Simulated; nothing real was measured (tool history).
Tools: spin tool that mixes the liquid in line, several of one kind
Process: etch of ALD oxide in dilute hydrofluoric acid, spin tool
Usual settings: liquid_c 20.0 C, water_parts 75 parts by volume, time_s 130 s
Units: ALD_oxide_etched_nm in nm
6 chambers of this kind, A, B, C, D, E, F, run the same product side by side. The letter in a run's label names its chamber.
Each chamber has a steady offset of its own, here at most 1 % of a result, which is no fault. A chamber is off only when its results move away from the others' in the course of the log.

run	hour	liquid_c	water_parts	time_s	hours since the thermometer was replaced	hours since the hydrofluoric acid flow meter was replaced	read-back film thickness of the ALD oxide reference wafer, read on the same gauge (nm)	ALD_oxide_etched_nm
1A	14.6	20.0	75	130	36.3	1989.9	70.000	29.293
2F	25.6	20.0	75	130	1648.3	354.3	69.998	29.310
# hour 27.7: chamber E: hydrofluoric acid flow meter replaced
3B	38.9	20.0	75	130	156.3	403.9	69.993	29.777
4C	47.6	20.0	75	130	894.6	176.2	69.997	29.176
5E	60.3	20.0	75	130	2240.6	32.7	70.006	29.000
6D	73.4	17.0	75	160	1228.6	643.3	70.005	31.524
7A	83.1	17.0	75	160	104.8	2058.4	70.007	32.158
8F	94.0	17.0	75	160	1716.7	422.7	69.975	32.323
9C	107.1	17.0	75	160	954.1	235.7	70.001	31.634
10E	117.8	17.0	75	160	2298.1	90.2	69.995	32.329
11B	129.1	17.0	75	160	246.5	494.1	70.001	31.886
12D	137.9	20.0	75	130	1293.1	707.8	69.984	29.413
13F	149.7	20.0	75	130	1772.4	478.4	69.985	29.339
# hour 152.5: chamber A: hydrofluoric acid flow meter replaced
14C	158.0	20.0	75	130	1005.0	286.6	70.000	29.007
15B	165.0	20.0	110	130	282.4	530.0	69.997	19.249
# hour 171.8: chamber B: hydrofluoric acid flow meter replaced
16A	173.8	20.0	110	130	195.5	21.4	69.996	19.083
17E	185.4	20.0	110	130	2365.7	157.8	70.008	19.226
# hour 195.7: chamber F: thermometer replaced
18D	198.1	20.0	110	130	1353.3	768.0	69.999	19.197
19B	206.5	20.0	110	130	323.9	34.7	69.995	19.130
20D	217.3	20.0	110	130	1372.5	787.2	70.004	19.253
21C	228.6	20.0	75	130	1075.6	357.2	69.972	29.596
22F	243.5	20.0	75	130	47.8	572.2	69.984	30.427
23E	257.9	20.0	75	130	2438.2	230.3	70.009	29.737
24A	270.4	20.0	75	130	292.1	118.0	70.013	29.247
25C	278.6	20.0	75	130	1125.6	407.2	70.008	29.459
26A	285.6	20.0	75	130	307.3	133.2	70.002	29.428
27E	293.6	20.0	75	130	2473.9	266.0	69.997	29.328
28B	306.6	20.0	75	130	424.0	134.8	70.009	29.300
# hour 316.2: chamber C: hydrofluoric acid flow meter replaced
29F	317.4	20.0	75	130	121.7	646.1	69.997	30.583
30D	329.5	20.0	75	130	1484.7	899.4	69.993	29.418
31D	343.8	20.0	75	130	1499.0	913.7	70.015	29.361
32E	357.6	20.0	75	130	2537.9	330.0	69.982	29.314
33C	367.6	20.0	75	130	1214.6	51.4	69.998	29.114
34B	379.2	20.0	75	130	496.6	207.4	69.996	29.226
35F	388.7	20.0	75	130	193.0	717.4	69.997	30.920
36A	395.8	20.0	75	130	417.5	243.4	69.995	29.529
37F	405.2	20.0	75	130	209.5	733.9	70.007	32.056
38C	417.5	20.0	75	130	1264.5	101.3	70.022	29.234
39A	424.2	20.0	75	130	445.9	271.8	70.002	29.133
40B	432.1	20.0	75	130	549.5	260.3	70.000	29.330
41E	446.4	20.0	75	130	2626.7	418.8	70.001	29.170
42D	453.5	20.0	75	130	1608.7	1023.4	70.010	29.409
43A	468.1	23.5	75	130	489.8	315.7	70.002	34.194

Next, every chamber runs the same settings. What will each give?
44A	478.9	20.0	75	90				?
44B	478.9	20.0	75	90				?
44C	478.9	20.0	75	90				?
44D	478.9	20.0	75	90				?
44E	478.9	20.0	75	90				?
44F	478.9	20.0	75	90				?

run	ALD_oxide_etched_nm
44A	20.202
44B	20.254
44C	20.366
44D	20.604
44E	20.097
44F	22.001

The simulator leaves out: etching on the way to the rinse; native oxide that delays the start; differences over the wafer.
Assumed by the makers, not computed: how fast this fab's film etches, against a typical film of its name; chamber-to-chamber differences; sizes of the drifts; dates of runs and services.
